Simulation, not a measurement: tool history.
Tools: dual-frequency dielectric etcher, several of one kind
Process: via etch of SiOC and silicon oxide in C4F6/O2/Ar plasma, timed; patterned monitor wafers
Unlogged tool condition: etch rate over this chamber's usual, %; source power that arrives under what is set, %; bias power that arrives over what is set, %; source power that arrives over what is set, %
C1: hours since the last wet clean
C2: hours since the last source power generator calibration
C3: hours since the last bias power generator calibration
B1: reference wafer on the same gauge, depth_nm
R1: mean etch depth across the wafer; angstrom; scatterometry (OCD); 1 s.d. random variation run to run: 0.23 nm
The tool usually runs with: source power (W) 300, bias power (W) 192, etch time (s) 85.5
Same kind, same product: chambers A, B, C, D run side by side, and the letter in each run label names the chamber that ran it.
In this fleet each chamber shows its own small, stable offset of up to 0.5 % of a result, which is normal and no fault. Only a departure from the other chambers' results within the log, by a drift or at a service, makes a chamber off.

run 1C hour=3.4 | source_power_(W)=300 bias_power_(W)=192 etch_time_(s)=85.5 | C1=190.4 C2=1563.5 C3=1208.2 | B1=73.389 | R1=880.89
run 2A hour=7.8 | source_power_(W)=300 bias_power_(W)=192 etch_time_(s)=85.5 | C1=323.7 C2=1817.8 C3=2474 | B1=73.437 | R1=887.47
run 3D hour=9.7 | source_power_(W)=300 bias_power_(W)=192 etch_time_(s)=85.5 | C1=99.9 C2=1465.1 C3=509.6 | B1=73.419 | R1=883.04
run 4B hour=13.9 | source_power_(W)=300 bias_power_(W)=192 etch_time_(s)=85.5 | C1=394.3 C2=4206.6 C3=272.8 | B1=73.379 | R1=878.44
run 5D hour=18 | source_power_(W)=300 bias_power_(W)=192 etch_time_(s)=85.5 | C1=108.2 C2=1473.4 C3=517.9 | B1=73.374 | R1=881.52
run 6A hour=21.8 | source_power_(W)=300 bias_power_(W)=192 etch_time_(s)=85.5 | C1=337.7 C2=1831.8 C3=2488 | B1=73.374 | R1=887.36
run 7C hour=25.5 | source_power_(W)=300 bias_power_(W)=192 etch_time_(s)=85.5 | C1=212.5 C2=1585.6 C3=1230.3 | B1=73.397 | R1=884.69
run 8B hour=29 | source_power_(W)=300 bias_power_(W)=192 etch_time_(s)=85.5 | C1=409.4 C2=4221.7 C3=287.9 | B1=73.362 | R1=874.76
run 9C hour=31.1 | source_power_(W)=300 bias_power_(W)=192 etch_time_(s)=85.5 | C1=218.1 C2=1591.2 C3=1235.9 | B1=73.437 | R1=881.2
run 10B hour=35.6 | source_power_(W)=300 bias_power_(W)=192 etch_time_(s)=85.5 | C1=416 C2=4228.3 C3=294.5 | B1=73.401 | R1=877.32
run 11D hour=39.4 | source_power_(W)=300 bias_power_(W)=192 etch_time_(s)=85.5 | C1=129.6 C2=1494.8 C3=539.3 | B1=73.379 | R1=878.81
run 12A hour=42 | source_power_(W)=300 bias_power_(W)=192 etch_time_(s)=85.5 | C1=357.9 C2=1852 C3=2508.2 | B1=73.462 | R1=886.9
run 13B hour=44.6 | source_power_(W)=300 bias_power_(W)=192 etch_time_(s)=85.5 | C1=425 C2=4237.3 C3=303.5 | B1=73.384 | R1=881.68
run 14A hour=46.7 | source_power_(W)=300 bias_power_(W)=192 etch_time_(s)=85.5 | C1=362.6 C2=1856.7 C3=2512.9 | B1=73.375 | R1=885.99
run 15C hour=49.8 | source_power_(W)=300 bias_power_(W)=192 etch_time_(s)=85.5 | C1=236.8 C2=1609.9 C3=1254.6 | B1=73.424 | R1=881.1
run 16D hour=52.9 | source_power_(W)=300 bias_power_(W)=192 etch_time_(s)=72 | C1=143.1 C2=1508.3 C3=552.8 | B1=73.39 | R1=743.97
run 17C hour=55.5 | source_power_(W)=300 bias_power_(W)=192 etch_time_(s)=72 | C1=242.5 C2=1615.6 C3=1260.3 | B1=73.449 | R1=743.96
run 18D hour=58.8 | source_power_(W)=300 bias_power_(W)=192 etch_time_(s)=72 | C1=149 C2=1514.2 C3=558.7 | B1=73.449 | R1=744.43
run 19A hour=61.2 | source_power_(W)=300 bias_power_(W)=192 etch_time_(s)=72 | C1=377.1 C2=1871.2 C3=2527.4 | B1=73.421 | R1=748.19
run 20B hour=64.9 | source_power_(W)=300 bias_power_(W)=192 etch_time_(s)=85.5 | C1=445.3 C2=4257.6 C3=323.8 | B1=73.358 | R1=880.3
run 21A hour=67.2 | source_power_(W)=370 bias_power_(W)=192 etch_time_(s)=65 | C1=383.1 C2=1877.2 C3=2533.4 | B1=73.421 | R1=730.05
run 22C hour=71 | source_power_(W)=370 bias_power_(W)=192 etch_time_(s)=65 | C1=258 C2=1631.1 C3=1275.8 | B1=73.353 | R1=732.25
run 23B hour=73.5 | source_power_(W)=370 bias_power_(W)=192 etch_time_(s)=65 | C1=453.9 C2=4266.2 C3=332.4 | B1=73.408 | R1=729.73
run 24D hour=77.6 | source_power_(W)=370 bias_power_(W)=192 etch_time_(s)=65 | C1=167.8 C2=1533 C3=577.5 | B1=73.349 | R1=730.25
run 25A hour=79.9 | source_power_(W)=300 bias_power_(W)=192 etch_time_(s)=85.5 | C1=395.8 C2=1889.9 C3=2546.1 | B1=73.374 | R1=887.06
run 26C hour=83.1 | source_power_(W)=300 bias_power_(W)=192 etch_time_(s)=85.5 | C1=270.1 C2=1643.2 C3=1287.9 | B1=73.474 | R1=889.38
run 27D hour=85.7 | source_power_(W)=300 bias_power_(W)=192 etch_time_(s)=85.5 | C1=175.9 C2=1541.1 C3=585.6 | B1=73.347 | R1=882.06
run 28B hour=89 | source_power_(W)=300 bias_power_(W)=192 etch_time_(s)=85.5 | C1=469.4 C2=4281.7 C3=347.9 | B1=73.408 | R1=878.99
run 29D hour=91.2 | source_power_(W)=300 bias_power_(W)=192 etch_time_(s)=85.5 | C1=181.4 C2=1546.6 C3=591.1 | B1=73.373 | R1=882.15
run 30A hour=94.2 | source_power_(W)=300 bias_power_(W)=192 etch_time_(s)=85.5 | C1=410.1 C2=1904.2 C3=2560.4 | B1=73.378 | R1=882.72
run 31B hour=97.2 | source_power_(W)=300 bias_power_(W)=192 etch_time_(s)=85.5 | C1=477.6 C2=4289.9 C3=356.1 | B1=73.41 | R1=878.01
run 32C hour=100.4 | source_power_(W)=300 bias_power_(W)=149 etch_time_(s)=70 | C1=287.4 C2=1660.5 C3=1305.2 | B1=73.413 | R1=675.66
run 33A hour=102.4 | source_power_(W)=300 bias_power_(W)=149 etch_time_(s)=70 | C1=418.3 C2=1912.4 C3=2568.6 | B1=73.405 | R1=669.09
run 34D hour=105.3 | source_power_(W)=300 bias_power_(W)=149 etch_time_(s)=70 | C1=195.5 C2=1560.7 C3=605.2 | B1=73.412 | R1=667.01
run 35C hour=109.4 | source_power_(W)=300 bias_power_(W)=149 etch_time_(s)=70 | C1=296.4 C2=1669.5 C3=1314.2 | B1=73.358 | R1=679.65
run 36B hour=112.8 | source_power_(W)=350 bias_power_(W)=192 etch_time_(s)=100.5 | C1=493.2 C2=4305.5 C3=371.7 | B1=73.428 | R1=1096.8
run 37B hour=116.8 | source_power_(W)=350 bias_power_(W)=192 etch_time_(s)=100.5 | C1=497.2 C2=4309.5 C3=375.7 | B1=73.402 | R1=1098.4
run 38D hour=121 | source_power_(W)=350 bias_power_(W)=192 etch_time_(s)=100.5 | C1=211.2 C2=1576.4 C3=620.9 | B1=73.405 | R1=1101.4
run 39C hour=123.6 | source_power_(W)=350 bias_power_(W)=192 etch_time_(s)=100.5 | C1=310.6 C2=1683.7 C3=1328.4 | B1=73.433 | R1=1123.2
run 40A hour=125.6 | source_power_(W)=300 bias_power_(W)=192 etch_time_(s)=85.5 | C1=441.5 C2=1935.6 C3=2591.8 | B1=73.35 | R1=885.88
run 41D hour=128.6 | source_power_(W)=300 bias_power_(W)=192 etch_time_(s)=103.5 | C1=218.8 C2=1584 C3=628.5 | B1=73.466 | R1=1063.8
run 42C hour=132.5 | source_power_(W)=300 bias_power_(W)=192 etch_time_(s)=103.5 | C1=319.5 C2=1692.6 C3=1337.3 | B1=73.452 | R1=1100.6

Read the log: is a single chamber off, either drifting away or since a service, is the gauge that measures every chamber drifting, or is nothing wrong beyond small per-chamber offsets? Name any odd chamber and what most likely caused it.

Chamber C drifts away from the others.
Cause: etch rate over this chamber's usual, % = 3.06.

Chamber C could run next with any of the 4 candidate recipes listed below; each alters the usual settings, and their results appear as question marks. Which one brings its results back in line with what the other chambers deliver on the usual settings?
Counts as in line when no further than this from what the other chambers average on the usual settings: R1 8 angstrom
run 43C-1 hour=135.6 | source_power_(W)=300 bias_power_(W)=191 etch_time_(s)=83 | R1=?
run 43C-2 hour=135.6 | source_power_(W)=300 bias_power_(W)=192 etch_time_(s)=84.5 | R1=?
run 43C-3 hour=135.6 | source_power_(W)=300 bias_power_(W)=192 etch_time_(s)=86.5 | R1=?
run 43C-4 hour=135.6 | source_power_(W)=300 bias_power_(W)=192 etch_time_(s)=88 | R1=?

The other chambers' mean on the usual settings: R1 882.27 angstrom
run=43C-1 R1=881.44
run=43C-2 R1=898.95
run=43C-3 R1=920.23
run=43C-4 R1=936.19
43C-1 puts the chamber back in line with the other chambers.
